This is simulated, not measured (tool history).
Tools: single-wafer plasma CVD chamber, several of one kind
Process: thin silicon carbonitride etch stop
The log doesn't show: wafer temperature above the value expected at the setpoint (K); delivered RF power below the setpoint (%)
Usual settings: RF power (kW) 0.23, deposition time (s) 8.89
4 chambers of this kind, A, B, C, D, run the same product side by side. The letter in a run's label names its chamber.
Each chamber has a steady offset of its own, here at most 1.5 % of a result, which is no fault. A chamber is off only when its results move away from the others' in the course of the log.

run   hour  RF power (kW)  deposition time (s)  hours since the last thermocouple change  hours since the last RF generator calibration  read-back reference wafer on the same gauge, thickness_nm  mean film thickness on the monitor wafer (nm)
 1D   13.9           0.23                 8.89                                      1999                                          212.6                                                     5.8019                                         5.2736
 2B   27.2           0.23                 8.89                                     379.9                                          731.2                                                     5.7996                                         5.2907
 3C   42.3           0.23                 8.89                                     371.6                                          216.2                                                     5.7997                                         5.1823
 4A   55.5           0.23                 8.89                                    1193.8                                           1223                                                     5.8023                                         5.3022
 5B   70.1           0.23                 8.89                                     422.8                                          774.1                                                     5.8027                                          5.267
 6C   78.1           0.23                 8.89                                     407.4                                            252                                                     5.7971                                          5.212
 7A   94.4           0.23                 8.89                                    1232.7                                         1261.9                                                     5.7956                                         5.2657
 8D  102.7           0.23                 8.89                                    2087.8                                          301.4                                                     5.7995                                         5.2869
 9D    118           0.23                 8.89                                    2103.1                                          316.7                                                      5.802                                         5.2826
10C    126           0.23                 8.89                                     455.3                                          299.9                                                     5.8023                                         5.2018
11B  138.5           0.23                 8.89                                     491.2                                          842.5                                                     5.7975                                         5.2861
12A  148.3           0.23                 8.89                                    1286.6                                         1315.8                                                     5.7952                                         5.2702
     148.4  -- chamber A: thermocouple changed; heater temperature recalibrated
13A  157.3           0.23                 8.89                                         9                                         1324.8                                                     5.7977                                          5.224
14B  168.2           0.23                 8.89                                     520.9                                          872.2                                                     5.7944                                         5.3261
15C  184.3           0.23                 8.89                                     513.6                                          358.2                                                     5.8012                                          5.207
16D  191.5           0.23                 8.89                                    2176.6                                          390.2                                                     5.8036                                         5.2469
17A  205.3           0.23                 8.89                                        57                                         1372.8                                                     5.7938                                         5.2633
18B  212.9           0.23                 7.51                                     565.6                                          916.9                                                     5.8001                                         4.4928
19D  220.8           0.23                 7.51                                    2205.9                                          419.5                                                     5.7999                                         4.4525
20C    237           0.23                 7.51                                     566.3                                          410.9                                                        5.8                                         4.3934
21A  248.3           0.23                 7.51                                       100                                         1415.8                                                     5.7967                                          4.439
22C  261.3           0.23                 8.89                                     590.6                                          435.2                                                     5.8025                                         5.2042
23B  273.4           0.23                 8.89                                     626.1                                          977.4                                                     5.8045                                         5.3072
24D  286.3           0.23                 8.89                                    2271.4                                            485                                                     5.8019                                         5.2575
25D  300.7           0.23                 8.89                                    2285.8                                          499.4                                                     5.7998                                         5.2902
26A  312.8           0.23                 8.89                                     164.5                                         1480.3                                                     5.8005                                         5.3009
27C    323           0.23                 8.89                                     652.3                                          496.9                                                     5.8026                                         5.2117

Is one chamber off against the others, does the gauge drift, or is nothing wrong? If a chamber is off, say which, and what the likeliest cause is.

No chamber stands off beyond its own small offset, and the gauge holds steady.
